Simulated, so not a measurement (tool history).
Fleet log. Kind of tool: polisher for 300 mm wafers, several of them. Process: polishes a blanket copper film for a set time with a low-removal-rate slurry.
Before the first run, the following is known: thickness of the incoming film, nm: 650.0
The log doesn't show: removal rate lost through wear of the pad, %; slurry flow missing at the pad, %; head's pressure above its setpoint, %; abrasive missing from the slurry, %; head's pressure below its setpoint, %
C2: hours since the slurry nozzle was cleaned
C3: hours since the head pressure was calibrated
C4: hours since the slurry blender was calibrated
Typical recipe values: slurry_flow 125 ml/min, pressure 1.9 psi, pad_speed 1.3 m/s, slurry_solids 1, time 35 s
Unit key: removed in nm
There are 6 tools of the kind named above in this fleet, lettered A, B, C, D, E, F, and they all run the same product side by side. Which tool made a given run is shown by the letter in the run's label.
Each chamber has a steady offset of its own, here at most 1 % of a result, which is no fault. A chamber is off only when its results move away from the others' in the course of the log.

At day 0.296: chamber C: worn pad replaced by a new one.
At day 0.308: chamber F: slurry blender recalibrated.
Run 1A, day 0.338: usual settings; wafers polished on this pad 552; C2 441.7; C3 333; C4 314.2. Result: removed 92.549 nm.
At day 0.408: chamber D: worn pad replaced by a new one.
At day 0.458: chamber F: worn pad replaced by a new one.
Run 2C, day 0.683: usual settings; wafers polished on this pad 81; C2 275.4; C3 379.8; C4 78.5. Result: removed 95.01 nm.
At day 1.108: chamber E: slurry nozzle cleaned.
Run 3B, day 1.112: usual settings; wafers polished on this pad 287; C2 263.9; C3 204.5; C4 82.9. Result: removed 94.724 nm.
At day 1.512: chamber C: slurry blender recalibrated.
At day 1.546: chamber E: worn pad replaced by a new one.
Run 4D, day 1.6: usual settings; wafers polished on this pad 250; C2 209.2; C3 626.7; C4 114.7. Result: removed 97.896 nm.
At day 1.75: chamber A: head pressure recalibrated.
Run 5E, day 1.933: usual settings; wafers polished on this pad 82; C2 19.9; C3 175.3; C4 133.9. Result: removed 96.853 nm.
Run 6F, day 2.354: usual settings; wafers polished on this pad 398; C2 181.7; C3 742; C4 49.1. Result: removed 92.796 nm.
Run 7B, day 2.717: usual settings but slurry_flow 140 ml/min, slurry_solids 0.75; wafers polished on this pad 624; C2 302.4; C3 243; C4 121.4. Result: removed 92.089 nm.
At day 2.8: chamber E: slurry blender recalibrated.
Run 8C, day 3.054: usual settings but slurry_flow 140 ml/min, slurry_solids 0.75; wafers polished on this pad 579; C2 332.3; C3 436.7; C4 37. Result: removed 90.743 nm.
Run 9A, day 3.425: usual settings but slurry_flow 140 ml/min, slurry_solids 0.75; wafers polished on this pad 1200; C2 515.8; C3 40.2; C4 388.3. Result: removed 91.891 nm.
At day 3.467: chamber A: slurry nozzle cleaned.
At day 3.579: chamber F: worn pad replaced by a new one.
Run 10D, day 3.688: usual settings but slurry_flow 140 ml/min, slurry_solids 0.75; wafers polished on this pad 689; C2 259.3; C3 676.8; C4 164.8. Result: removed 92.172 nm.
At day 3.812: chamber C: slurry nozzle cleaned.
Run 11F, day 4.104: usual settings but slurry_flow 140 ml/min, slurry_solids 0.75; wafers polished on this pad 111; C2 223.7; C3 784; C4 91.1. Result: removed 89.484 nm.
At day 4.121: chamber A: worn pad replaced by a new one.
At day 4.338: chamber B: slurry blender recalibrated.
Run 12E, day 4.396: usual settings but slurry_flow 140 ml/min, slurry_solids 0.75; wafers polished on this pad 599; C2 79; C3 234.4; C4 38.4. Result: removed 89.221 nm.
At day 4.412: chamber E: worn pad replaced by a new one.
Run 13A, day 4.754: usual settings; wafers polished on this pad 133; C2 31; C3 72.1; C4 420.2. Result: removed 94.07 nm.
At day 4.796: chamber A: slurry blender recalibrated.
Run 14F, day 5.179: usual settings; wafers polished on this pad 336; C2 249.5; C3 809.8; C4 116.9. Result: removed 95.92 nm.
Run 15B, day 5.421: usual settings but pressure 2.3 psi; wafers polished on this pad 1192; C2 367.3; C3 307.9; C4 26. Result: removed 114.09 nm.
At day 5.667: chamber C: slurry blender recalibrated.
At day 5.804: chamber B: head pressure recalibrated.
Run 16C, day 5.833: usual settings but pressure 2.3 psi; wafers polished on this pad 1163; C2 48.6; C3 503.4; C4 4. Result: removed 118.28 nm.
At day 6.017: chamber C: worn pad replaced by a new one.
At day 6.158: chamber B: worn pad replaced by a new one.
Run 17E, day 6.262: usual settings but pressure 2.3 psi; wafers polished on this pad 389; C2 123.8; C3 279.2; C4 83.2. Result: removed 113.98 nm.
At day 6.504: chamber F: worn pad replaced by a new one.
Run 18D, day 6.521: usual settings but pressure 2.3 psi; wafers polished on this pad 1284; C2 327.3; C3 744.8; C4 232.8. Result: removed 116.99 nm.
Run 19A, day 6.971: usual settings but pressure 2.3 psi; wafers polished on this pad 599; C2 84.2; C3 125.3; C4 52.3. Result: removed 113.94 nm.
Run 20C, day 7.404: usual settings but pressure 2.3 psi; wafers polished on this pad 292; C2 86.3; C3 541.1; C4 41.7. Result: removed 120.04 nm.
At day 7.758: chamber F: slurry blender recalibrated.
Run 21D, day 7.758: usual settings; wafers polished on this pad 1544; C2 357; C3 774.5; C4 262.5. Result: removed 95.846 nm.
At day 7.767: chamber E: worn pad replaced by a new one.
Run 22B, day 8.217: usual settings; wafers polished on this pad 432; C2 434.4; C3 57.9; C4 93.1. Result: removed 95.857 nm.
At day 8.35: chamber D: worn pad replaced by a new one.
Run 23F, day 8.667: usual settings; wafers polished on this pad 454; C2 333.2; C3 893.5; C4 21.9. Result: removed 95.856 nm.
At day 8.679: chamber F: head pressure recalibrated.
Run 24E, day 8.904: usual settings but slurry_flow 165 ml/min, time 43 s; wafers polished on this pad 239; C2 187.2; C3 342.6; C4 146.6. Result: removed 120.66 nm.
Run 25B, day 9.396: usual settings but slurry_flow 165 ml/min, time 43 s; wafers polished on this pad 680; C2 462.7; C3 86.2; C4 121.4. Result: removed 121.47 nm.
At day 9.508: chamber C: slurry blender recalibrated.
At day 9.592: chamber F: worn pad replaced by a new one.
Run 26D, day 9.9: usual settings but slurry_flow 165 ml/min, time 43 s; wafers polished on this pad 326; C2 408.4; C3 825.9; C4 313.9. Result: removed 125.74 nm.
Run 27C, day 10.129: usual settings but slurry_flow 165 ml/min, time 43 s; wafers polished on this pad 864; C2 151.7; C3 606.5; C4 14.9. Result: removed 129.32 nm.
At day 10.25: chamber A: worn pad replaced by a new one.
At day 10.283: chamber B: slurry blender recalibrated.
Run 28E, day 10.4: usual settings but slurry_flow 165 ml/min, time 43 s; wafers polished on this pad 553; C2 223.1; C3 378.5; C4 182.5. Result: removed 120.59 nm.
At day 10.525: chamber E: slurry blender recalibrated.
Run 29A, day 10.692: usual settings but slurry_flow 165 ml/min, time 43 s; wafers polished on this pad 93; C2 173.5; C3 214.6; C4 141.6. Result: removed 122.96 nm.
Run 30F, day 11.046: usual settings; wafers polished on this pad 306; C2 390.3; C3 56.8; C4 79. Result: removed 93.142 nm.
At day 11.146: chamber E: worn pad replaced by a new one.
Run 31C, day 11.446: usual settings; wafers polished on this pad 1141; C2 183.3; C3 638.1; C4 46.5. Result: removed 101.07 nm.
At day 11.954: chamber B: worn pad replaced by a new one.
Run 32D, day 11.958: usual settings; wafers polished on this pad 758; C2 457.8; C3 875.3; C4 363.3. Result: removed 94.591 nm.
At day 11.996: chamber C: worn pad replaced by a new one.
At day 12.379: chamber F: worn pad replaced by a new one.
Run 33A, day 12.454: usual settings; wafers polished on this pad 463; C2 215.8; C3 256.9; C4 183.9. Result: removed 96.086 nm.
Run 34B, day 12.717: usual settings; wafers polished on this pad 160; C2 542.4; C3 165.9; C4 58.5. Result: removed 94.828 nm.
Run 35E, day 12.967: usual settings but slurry_solids 0.8; wafers polished on this pad 382; C2 284.7; C3 440.1; C4 58.6. Result: removed 92.11 nm.
Run 36F, day 13.233: usual settings but slurry_solids 0.8; wafers polished on this pad 179; C2 442.8; C3 109.3; C4 131.5. Result: removed 88.042 nm.
At day 13.296: chamber C: slurry blender recalibrated.
Run 37B, day 13.742: usual settings but slurry_solids 0.8; wafers polished on this pad 375; C2 567; C3 190.5; C4 83.1. Result: removed 88.767 nm.
Run 38C, day 14.229: usual settings but slurry_solids 0.8; wafers polished on this pad 469; C2 250.1; C3 704.9; C4 22.5. Result: removed 102.02 nm.
Run 39F, day 14.683: usual settings but slurry_solids 0.8; wafers polished on this pad 484; C2 477.6; C3 144.1; C4 166.3. Result: removed 90.452 nm.

Next, every chamber runs the same settings. What will each give?
Run 40A, day 15.05: usual settings. Result: removed ?.
Run 40B, day 15.05: usual settings. Result: removed ?.
Run 40C, day 15.05: usual settings. Result: removed ?.
Run 40D, day 15.05: usual settings. Result: removed ?.
Run 40E, day 15.05: usual settings. Result: removed ?.
Run 40F, day 15.05: usual settings. Result: removed ?.

run  removed
40A    93.53
40B   96.038
40C   104.21
40D    94.48
40E   95.189
40F   95.482
